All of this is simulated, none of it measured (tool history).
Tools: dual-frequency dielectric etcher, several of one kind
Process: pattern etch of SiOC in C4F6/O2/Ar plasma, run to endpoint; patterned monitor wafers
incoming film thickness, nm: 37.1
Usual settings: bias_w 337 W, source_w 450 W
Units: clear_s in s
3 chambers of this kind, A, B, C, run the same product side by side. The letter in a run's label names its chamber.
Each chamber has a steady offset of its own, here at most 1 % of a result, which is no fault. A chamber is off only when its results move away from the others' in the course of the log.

run,hour,bias_w,source_w,hours since the last wet clean,hours since the last bias power generator calibration,hours since the last source power generator calibration,clear_s
1A,8.4,337,450,179.9,2655.2,1907.6,13.848
2B,22.3,337,450,370.5,2559,1161,13.887
3C,32.7,337,450,137.6,3679.8,1099.4,13.991
4A,40.4,337,450,211.9,2687.2,1939.6,13.785
5B,55,337,450,403.2,2591.7,1193.7,13.795
6C,67.5,337,450,172.4,3714.6,1134.2,13.821
7A,83,337,450,254.5,2729.8,1982.2,13.804
8C,89.9,337,450,194.8,3737,1156.6,13.962
9B,102.3,337,450,450.5,2639,1241,13.776
10C,116.4,337,450,221.3,3763.5,1183.1,13.946
11A,125.6,337,450,297.1,2772.4,2024.8,13.655
12B,133.3,337,450,481.5,2670,1272,13.775
13A,147.9,337,450,319.4,2794.7,2047.1,13.736
14C,158.8,337,450,263.7,3805.9,1225.5,13.863
15B,167.9,337,450,516.1,2704.6,1306.6,13.851
16C,178.4,307,410,283.3,3825.5,1245.1,15.007
17B,189.6,307,410,537.8,2726.3,1328.3,14.724
# hour 201.6: chamber B: bias power generator calibrated
18A,203.6,307,410,375.1,2850.4,2102.8,14.796
19B,218.5,337,450,566.7,16.9,1357.2,13.779
20C,231.8,267,450,336.7,3878.9,1298.5,15.024
21A,241.8,267,450,413.3,2888.6,2141,14.836
# hour 247.9: chamber B: wet clean of the chamber
22C,255.5,267,450,360.4,3902.6,1322.2,15.084
23B,264.6,337,450,16.8,63,1403.3,13.8

What goes on in this fleet: one chamber off, a drifting gauge, or nothing beyond the chambers' own small offsets? Name the chamber and the cause, if any.

No chamber stands off beyond its own small offset, and the gauge holds steady.
